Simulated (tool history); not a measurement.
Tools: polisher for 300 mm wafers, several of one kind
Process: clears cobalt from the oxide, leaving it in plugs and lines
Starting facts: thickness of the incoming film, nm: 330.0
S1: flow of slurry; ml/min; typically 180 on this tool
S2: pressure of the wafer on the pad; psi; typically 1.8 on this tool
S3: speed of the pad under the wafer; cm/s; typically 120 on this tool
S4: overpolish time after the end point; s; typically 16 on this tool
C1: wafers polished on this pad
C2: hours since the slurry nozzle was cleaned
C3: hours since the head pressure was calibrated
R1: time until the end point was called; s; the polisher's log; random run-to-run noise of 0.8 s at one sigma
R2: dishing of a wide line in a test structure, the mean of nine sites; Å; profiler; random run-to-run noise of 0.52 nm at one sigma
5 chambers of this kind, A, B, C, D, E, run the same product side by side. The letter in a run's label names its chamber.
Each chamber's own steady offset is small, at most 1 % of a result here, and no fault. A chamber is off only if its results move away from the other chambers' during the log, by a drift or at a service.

| run | day | S1 | S2 | S3 | S4 | C1 | C2 | C3 | R1 | R2 |
|---|---|---|---|---|---|---|---|---|---|---|
| 1E | 0.179 | 180 | 1.8 | 120 | 16 | 703 | 355.6 | 589.1 | 65.599 | 358.55 |
| 2A | 0.279 | 180 | 1.8 | 120 | 16 | 412 | 515.3 | 181.2 | 68.74 | 362.54 |
| 3C | 0.371 | 180 | 1.8 | 120 | 16 | 733 | 247.9 | 611.7 | 66.666 | 366.34 |
| 4D | 0.521 | 180 | 1.8 | 120 | 16 | 704 | 431.9 | 1359.6 | 66.764 | 352.3 |
| 5B | 0.642 | 180 | 1.8 | 120 | 16 | 128 | 367.1 | 1243.4 | 66.585 | 357.49 |
| 6B | 0.792 | 180 | 1.8 | 120 | 16 | 148 | 370.7 | 1247 | 69.129 | 352.73 |
| 7C | 0.933 | 180 | 1.8 | 120 | 16 | 807 | 261.4 | 625.2 | 67.608 | 366.51 |
|  | 1.071 | chamber C: worn pad replaced by a new one |
| 8E | 1.096 | 180 | 1.8 | 120 | 16 | 823 | 377.6 | 611.1 | 66.999 | 359.33 |
| 9D | 1.2 | 180 | 1.8 | 120 | 16 | 793 | 448.2 | 1375.9 | 65.914 | 360.93 |
| 10A | 1.312 | 180 | 1.8 | 120 | 16 | 548 | 540.1 | 206 | 66.637 | 373.82 |
| 11A | 1.412 | 180 | 1.8 | 120 | 16 | 561 | 542.5 | 208.4 | 67.312 | 365.65 |
|  | 1.45 | chamber B: slurry nozzle cleaned |
|  | 1.512 | chamber D: head pressure recalibrated |
|  | 1.533 | chamber A: worn pad replaced by a new one |
| 12D | 1.554 | 180 | 2.1 | 120 | 16 | 839 | 456.7 | 1.1 | 55.523 | 371.61 |
| 13E | 1.692 | 180 | 2.1 | 120 | 16 | 901 | 391.9 | 625.4 | 58.867 | 378.21 |
| 14C | 1.8 | 180 | 2.1 | 120 | 16 | 95 | 282.2 | 646 | 57.602 | 374.14 |
| 15B | 1.929 | 180 | 2.1 | 120 | 16 | 297 | 11.6 | 1274.3 | 56.614 | 372.55 |
| 16C | 2.029 | 180 | 2.1 | 120 | 16 | 125 | 287.7 | 651.5 | 57.749 | 380.59 |
| 17E | 2.171 | 180 | 1.8 | 120 | 16 | 964 | 403.4 | 636.9 | 66.565 | 368.39 |
| 18B | 2.304 | 180 | 1.8 | 120 | 16 | 346 | 20.6 | 1283.3 | 66.005 | 368.83 |
| 19D | 2.446 | 180 | 1.8 | 120 | 16 | 956 | 478.1 | 22.5 | 66.753 | 364.13 |
| 20A | 2.6 | 180 | 1.8 | 120 | 16 | 140 | 571 | 236.9 | 66.856 | 373.25 |
| 21C | 2.688 | 180 | 1.8 | 120 | 16 | 212 | 303.5 | 667.3 | 67.472 | 357.25 |
| 22D | 2.792 | 180 | 1.8 | 120 | 16 | 1001 | 486.4 | 30.8 | 67.562 | 366.37 |
| 23A | 2.908 | 180 | 1.8 | 120 | 23 | 180 | 578.4 | 244.3 | 66.609 | 396.74 |
|  | 3.004 | chamber E: worn pad replaced by a new one |
| 24E | 3.004 | 180 | 1.8 | 120 | 23 | 0 | 423.4 | 656.9 | 67.809 | 392.96 |
| 25B | 3.088 | 180 | 1.8 | 120 | 23 | 449 | 39.4 | 1302.1 | 66.611 | 401.91 |
| 26C | 3.171 | 180 | 1.8 | 120 | 23 | 275 | 315.1 | 678.9 | 66.877 | 400.7 |
| 27B | 3.308 | 180 | 1.8 | 120 | 23 | 478 | 44.7 | 1307.4 | 68.37 | 382.99 |
| 28E | 3.433 | 180 | 1.8 | 120 | 16 | 56 | 433.7 | 667.2 | 67.169 | 350.67 |
| 29D | 3.592 | 180 | 1.8 | 120 | 16 | 1106 | 505.6 | 50 | 66.243 | 366.59 |
| 30A | 3.754 | 180 | 1.8 | 120 | 16 | 291 | 598.7 | 264.6 | 67.976 | 370.19 |
| 31A | 3.908 | 180 | 1.8 | 120 | 16 | 311 | 602.4 | 268.3 | 66.833 | 354.65 |
|  | 4.05 | chamber D: worn pad replaced by a new one |
| 32D | 4.079 | 180 | 1.8 | 120 | 16 | 4 | 517.3 | 61.7 | 65.07 | 361.81 |
| 33C | 4.188 | 180 | 1.8 | 120 | 16 | 408 | 339.5 | 703.3 | 67.945 | 355.37 |

All chambers now run identical settings, listed one chamber a line with results as question marks. What results will each chamber show?
| 34A | 4.317 | 180 | 1.8 | 120 | 16 |  |  |  | ? | ? |
| 34B | 4.317 | 180 | 1.8 | 120 | 16 |  |  |  | ? | ? |
| 34C | 4.317 | 180 | 1.8 | 120 | 16 |  |  |  | ? | ? |
| 34D | 4.317 | 180 | 1.8 | 120 | 16 |  |  |  | ? | ? |
| 34E | 4.317 | 180 | 1.8 | 120 | 16 |  |  |  | ? | ? |

| run | R1 | R2 |
|---|---|---|
| 34A | 67.151 | 370.55 |
| 34B | 67.336 | 357.29 |
| 34C | 66.372 | 353.25 |
| 34D | 65.818 | 354.94 |
| 34E | 66.984 | 355.18 |
